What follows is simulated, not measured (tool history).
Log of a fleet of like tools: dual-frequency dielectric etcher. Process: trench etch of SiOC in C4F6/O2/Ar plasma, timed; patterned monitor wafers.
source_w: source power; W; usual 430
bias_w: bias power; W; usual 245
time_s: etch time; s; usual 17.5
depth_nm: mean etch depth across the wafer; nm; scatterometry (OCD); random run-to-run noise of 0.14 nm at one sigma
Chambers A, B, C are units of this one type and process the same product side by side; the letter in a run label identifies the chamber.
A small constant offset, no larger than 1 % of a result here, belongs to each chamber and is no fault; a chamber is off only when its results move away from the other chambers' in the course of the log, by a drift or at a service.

| run | hour | source_w | bias_w | time_s | read-back reference wafer on the same gauge, depth_nm | depth_nm |
|---|---|---|---|---|---|---|
| 1B | 10.9 | 430 | 245 | 17.5 | 44.068 | 41.726 |
| 2A | 17.2 | 430 | 245 | 17.5 | 44.095 | 41.211 |
| 3C | 25.7 | 430 | 245 | 17.5 | 44.082 | 41.721 |
| 4A | 37.7 | 430 | 245 | 17.5 | 44.095 | 41.125 |
| 5B | 49.5 | 430 | 245 | 17.5 | 44.091 | 41.577 |
| 6C | 55 | 430 | 245 | 17.5 | 44.078 | 41.357 |
| 7A | 60.6 | 430 | 245 | 17.5 | 44.074 | 40.883 |
| 8C | 71.5 | 430 | 245 | 17.5 | 44.119 | 41.561 |
| 9B | 80.1 | 430 | 245 | 17.5 | 44.097 | 41.633 |
| 10B | 90.4 | 430 | 245 | 17.5 | 44.107 | 41.701 |
|  | 93.2 | chamber A: wet clean of the chamber |
| 11C | 100 | 430 | 245 | 17.5 | 44.159 | 41.356 |
| 12A | 111.9 | 430 | 245 | 17.5 | 44.163 | 41.302 |
| 13B | 119.5 | 430 | 245 | 17.5 | 44.119 | 41.699 |
| 14A | 128.9 | 430 | 245 | 17.5 | 44.074 | 41.451 |
| 15C | 138.1 | 430 | 245 | 17.5 | 44.116 | 41.662 |
| 16B | 148.8 | 430 | 245 | 17.5 | 44.101 | 41.908 |
| 17A | 154.3 | 430 | 245 | 17.5 | 44.112 | 41.26 |
|  | 155 | chamber B: wet clean of the chamber |
| 18C | 160.7 | 430 | 245 | 17.5 | 44.053 | 41.569 |
| 19C | 167.7 | 430 | 245 | 17.5 | 44.122 | 41.562 |
| 20A | 173.9 | 430 | 245 | 17.5 | 44.098 | 41.117 |
| 21B | 179.9 | 370 | 245 | 17.5 | 44.093 | 41.097 |
| 22B | 185.7 | 370 | 245 | 17.5 | 44.076 | 41.233 |
| 23A | 192.7 | 370 | 245 | 17.5 | 44.083 | 38.89 |
| 24C | 201.6 | 350 | 245 | 20 | 44.087 | 44.035 |
| 25A | 212.3 | 350 | 245 | 20 | 44.122 | 43.494 |
| 26C | 218.2 | 350 | 245 | 20 | 44.111 | 43.99 |
| 27B | 228.1 | 430 | 245 | 17.5 | 44.084 | 44.086 |
| 28B | 238.9 | 430 | 245 | 17.5 | 44.075 | 43.861 |
| 29C | 251.1 | 430 | 245 | 17.5 | 44.099 | 41.531 |
| 30A | 261.3 | 430 | 245 | 17.5 | 44.073 | 41.15 |
| 31B | 273.3 | 430 | 245 | 17.5 | 44.145 | 43.428 |
| 32A | 280 | 430 | 245 | 17.5 | 44.086 | 41.173 |
| 33C | 289.6 | 470 | 208 | 17.5 | 44.092 | 40.754 |

Each of the 3 chambers runs these same settings next. Fill in every chamber's results:
| 34A | 298.6 | 390 | 245 | 17.5 |  | ? |
| 34B | 298.6 | 390 | 245 | 17.5 |  | ? |
| 34C | 298.6 | 390 | 245 | 17.5 |  | ? |

| run | depth_nm |
|---|---|
| 34A | 39.734 |
| 34B | 42.232 |
| 34C | 40.101 |

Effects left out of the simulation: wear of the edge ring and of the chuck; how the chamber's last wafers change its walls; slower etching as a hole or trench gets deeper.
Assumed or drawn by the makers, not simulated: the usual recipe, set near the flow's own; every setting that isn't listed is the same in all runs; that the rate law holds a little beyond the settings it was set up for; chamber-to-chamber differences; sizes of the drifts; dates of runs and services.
